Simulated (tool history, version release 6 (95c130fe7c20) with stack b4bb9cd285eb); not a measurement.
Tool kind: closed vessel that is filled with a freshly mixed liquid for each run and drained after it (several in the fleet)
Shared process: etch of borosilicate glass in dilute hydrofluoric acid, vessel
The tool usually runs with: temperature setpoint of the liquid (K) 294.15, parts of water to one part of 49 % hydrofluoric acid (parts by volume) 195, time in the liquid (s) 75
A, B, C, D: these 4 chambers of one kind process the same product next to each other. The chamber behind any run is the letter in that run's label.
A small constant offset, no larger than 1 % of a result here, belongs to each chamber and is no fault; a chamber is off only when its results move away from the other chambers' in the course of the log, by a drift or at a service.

run   hour  temperature setpoint of the liquid (K)  parts of water to one part of 49 % hydrofluoric acid (parts by volume)  time in the liquid (s)  hours since the thermometer was replaced  hours since the hydrofluoric acid flow meter was replaced  read-back film thickness of the borosilicate glass reference wafer, read on the same gauge (nm)  thickness taken off the borosilicate glass on a monitor wafer (nm)
 1C    3.2                                  294.15                                                                     195                      75                                    2179.6                                                      596.5                                                                                           90.003                                                              5.8563
       4.8  -- chamber D: thermometer replaced
 2D    7.2                                  294.15                                                                     195                      75                                       2.4                                                      265.6                                                                                           90.009                                                              5.7394
 3B   11.4                                  294.15                                                                     195                      75                                    1006.3                                                      916.4                                                                                           89.996                                                              5.8049
 4A   13.7                                  294.15                                                                     195                      75                                     350.8                                                      394.3                                                                                           89.994                                                               5.779
 5D   16.4                                  294.15                                                                     195                      75                                      11.6                                                      274.8                                                                                           90.015                                                              5.7462
 6C   18.8                                  294.15                                                                     195                      45                                    2195.2                                                      612.1                                                                                           89.976                                                                3.51
 7A     21                                  294.15                                                                     195                      45                                     358.1                                                      401.6                                                                                           89.988                                                              3.4538
 8B   24.1                                  294.15                                                                     195                      45                                      1019                                                      929.1                                                                                           89.964                                                              3.4539
 9D   26.3                                  294.15                                                                     195                      45                                      21.5                                                      284.7                                                                                           90.031                                                              3.4597
10A   30.4                                  294.15                                                                     195                      75                                     367.5                                                        411                                                                                           89.981                                                              5.7848
11B   33.5                                  294.15                                                                     195                      75                                    1028.4                                                      938.5                                                                                           90.005                                                              5.8108
12C   35.5                                  294.15                                                                     195                      75                                    2211.9                                                      628.8                                                                                           89.996                                                              5.8618
13B   39.7                                  294.15                                                                     195                      75                                    1034.6                                                      944.7                                                                                           89.994                                                              5.7796
14C   42.7                                  294.15                                                                     195                      75                                    2219.1                                                        636                                                                                           90.009                                                              5.8293
15A   45.3                                  294.15                                                                     195                      75                                     382.4                                                      425.9                                                                                           90.004                                                              5.8004
16D   48.8                                  294.15                                                                     275                      40                                        44                                                      307.2                                                                                           90.012                                                              2.0439
17A   52.9                                  294.15                                                                     275                      40                                       390                                                      433.5                                                                                           90.019                                                               2.009
18B   55.8                                  294.15                                                                     275                      40                                    1050.7                                                      960.8                                                                                           89.999                                                              2.0206
19C   59.2                                  294.15                                                                     275                      40                                    2235.6                                                      652.5                                                                                           89.992                                                              2.0555
20D   63.4                                  294.15                                                                     195                      75                                      58.6                                                      321.8                                                                                           90.008                                                              5.8828
21C   66.2                                  294.15                                                                     195                      75                                    2242.6                                                      659.5                                                                                           89.991                                                              5.8635
      68.4  -- chamber C: thermometer replaced
22B     70                                  294.15                                                                     195                     115                                    1064.9                                                        975                                                                                           89.994                                                              8.7274
23A     74                                  294.15                                                                     195                     115                                     411.1                                                      454.6                                                                                           90.039                                                              8.9082
24D   77.8                                  294.15                                                                     195                     115                                        73                                                      336.2                                                                                           90.035                                                              9.2079
25A   80.8                                  294.15                                                                     195                     115                                     417.9                                                      461.4                                                                                           90.002                                                              8.9057
26D   84.2                                  294.15                                                                     195                      75                                      79.4                                                      342.6                                                                                            90.01                                                              5.9962
27C   87.8                                  294.15                                                                     195                      75                                      19.4                                                      681.1                                                                                           90.022                                                              5.8413
28B     90                                  294.15                                                                     195                      75                                    1084.9                                                        995                                                                                           89.996                                                              5.6924
29D   93.6                                  294.15                                                                     195                      75                                      88.8                                                        352                                                                                           89.967                                                              6.0648
30B   96.1                                  294.15                                                                     195                      75                                      1091                                                     1001.1                                                                                           90.012                                                              5.8041
31A   99.3                                  294.15                                                                     195                      75                                     436.4                                                      479.9                                                                                           90.004                                                              5.7874
32C  103.6                                  294.15                                                                     195                      75                                      35.2                                                      696.9                                                                                           89.992                                                              5.8249

Each of the 4 chambers runs these same settings next. Fill in every chamber's results:
33A  106.8                                  296.15                                                                     195                      75                                                                                                                                                                                                                                                                         ?
33B  106.8                                  296.15                                                                     195                      75                                                                                                                                                                                                                                                                         ?
33C  106.8                                  296.15                                                                     195                      75                                                                                                                                                                                                                                                                         ?
33D  106.8                                  296.15                                                                     195                      75                                                                                                                                                                                                                                                                         ?

run  thickness taken off the borosilicate glass on a monitor wafer (nm)
33A                                                                6.24
33B                                                              6.2875
33C                                                               6.311
33D                                                              6.4786
